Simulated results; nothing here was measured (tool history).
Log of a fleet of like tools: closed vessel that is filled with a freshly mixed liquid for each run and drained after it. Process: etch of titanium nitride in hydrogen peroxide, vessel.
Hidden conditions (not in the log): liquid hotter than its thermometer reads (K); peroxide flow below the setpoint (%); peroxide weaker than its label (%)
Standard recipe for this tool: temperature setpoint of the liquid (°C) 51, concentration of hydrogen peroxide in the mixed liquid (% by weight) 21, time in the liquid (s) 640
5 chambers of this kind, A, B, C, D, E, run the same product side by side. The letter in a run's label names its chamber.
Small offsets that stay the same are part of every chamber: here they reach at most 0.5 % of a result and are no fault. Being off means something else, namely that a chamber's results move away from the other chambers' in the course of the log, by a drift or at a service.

run   hour  temperature setpoint of the liquid (°C)  concentration of hydrogen peroxide in the mixed liquid (% by weight)  time in the liquid (s)  hours since the thermometer was replaced  hours since the peroxide flow meter was replaced  hours since the drum of peroxide was connected  read-back film thickness of the titanium nitride reference wafer, read on the same gauge (nm)  thickness taken off the titanium nitride on a monitor wafer (Å)
       1.5  -- chamber B: new drum of peroxide connected
 1E    9.4                                       51                                                                    21                     640                                    1794.5                                            1056.1                                           223.7                                                                                         69.986                                                              569
 2D     14                                       51                                                                    21                     640                                     403.2                                              25.1                                           474.7                                                                                         70.005                                                           576.93
 3A   21.4                                       51                                                                    21                     640                                     454.1                                              86.9                                          1216.8                                                                                         70.035                                                           564.67
 4B   31.7                                       51                                                                    21                     640                                     852.2                                            1097.6                                            30.2                                                                                         70.009                                                           578.01
 5C   38.5                                       51                                                                    21                     640                                     817.7                                             343.2                                           284.5                                                                                         69.983                                                           577.51
 6A   44.2                                       51                                                                    21                     640                                     476.9                                             109.7                                          1239.6                                                                                         70.027                                                           571.38
 7D   54.2                                       51                                                                  24.5                     945                                     443.4                                              65.3                                           514.9                                                                                         70.024                                                           885.21
 8B   59.6                                       51                                                                  24.5                     945                                     880.1                                            1125.5                                            58.1                                                                                          69.98                                                           883.51
 9C   65.3                                       51                                                                  24.5                     945                                     844.5                                               370                                           311.3                                                                                         70.014                                                            878.9
10E   70.2                                       51                                                                  24.5                     945                                    1855.3                                            1116.9                                           284.5                                                                                         69.976                                                           880.68
11C     78                                       51                                                                  24.5                     945                                     857.2                                             382.7                                             324                                                                                         70.023                                                           874.28
12D   83.4                                       51                                                                    21                     640                                     472.6                                              94.5                                           544.1                                                                                         70.022                                                           581.23
13B   90.2                                       46                                                                    21                     640                                     910.7                                            1156.1                                            88.7                                                                                         69.981                                                           398.79
14A   99.6                                       46                                                                    21                     640                                     532.3                                             165.1                                            1295                                                                                         70.005                                                           397.43
     103.2  -- chamber A: new drum of peroxide connected
15E  109.8                                       46                                                                    21                     640                                    1894.9                                            1156.5                                           324.1                                                                                         70.001                                                           397.96
16D  120.2                                       46                                                                    21                     640                                     509.4                                             131.3                                           580.9                                                                                          70.01                                                           398.45
17E  130.3                                       46                                                                    21                     640                                    1915.4                                              1177                                           344.6                                                                                         69.992                                                           396.25
18B  140.9                                       51                                                                    21                     640                                     961.4                                            1206.8                                           139.4                                                                                         70.017                                                           574.03
19C  150.6                                       51                                                                    21                     640                                     929.8                                             455.3                                           396.6                                                                                         70.006                                                           574.46
     156.8  -- chamber B: peroxide flow meter replaced
20A  158.6                                       51                                                                    21                     755                                     591.3                                             224.1                                            55.5                                                                                         70.017                                                           685.09
21A  163.7                                       51                                                                    21                     755                                     596.4                                             229.2                                            60.6                                                                                         69.998                                                           677.54
22C  172.3                                       51                                                                    21                     755                                     951.5                                               477                                           418.3                                                                                         70.023                                                           683.87
23E  180.7                                       51                                                                    21                     755                                    1965.8                                            1227.4                                             395                                                                                         70.001                                                            678.6
     189.4  -- chamber C: new drum of peroxide connected
24B  191.3                                       51                                                                    21                     755                                    1011.8                                              34.6                                           189.8                                                                                         69.954                                                           682.62
25D  200.7                                       51                                                                    21                     640                                     589.9                                             211.8                                           661.4                                                                                         69.998                                                           578.97
26A  210.1                                       51                                                                    21                     640                                     642.8                                             275.6                                             107                                                                                         70.008                                                           571.73
27E    215                                       51                                                                    21                     640                                    2000.1                                            1261.7                                           429.3                                                                                         70.026                                                           569.85
28B  222.8                                       51                                                                    21                     640                                    1043.3                                              66.1                                           221.3                                                                                         70.021                                                           576.29
29C  229.3                                       51                                                                    21                     640                                    1008.5                                               534                                            39.9                                                                                         70.003                                                           581.94
30D  236.7                                       51                                                                    21                     640                                     625.9                                             247.8                                           697.4                                                                                         70.001                                                           577.43

Does one chamber stand apart from the rest, does the shared gauge drift, or is all well apart from small per-chamber offsets? Give the chamber and the most likely cause, where there is one.

No chamber stands off beyond its own small offset, and the gauge holds steady.

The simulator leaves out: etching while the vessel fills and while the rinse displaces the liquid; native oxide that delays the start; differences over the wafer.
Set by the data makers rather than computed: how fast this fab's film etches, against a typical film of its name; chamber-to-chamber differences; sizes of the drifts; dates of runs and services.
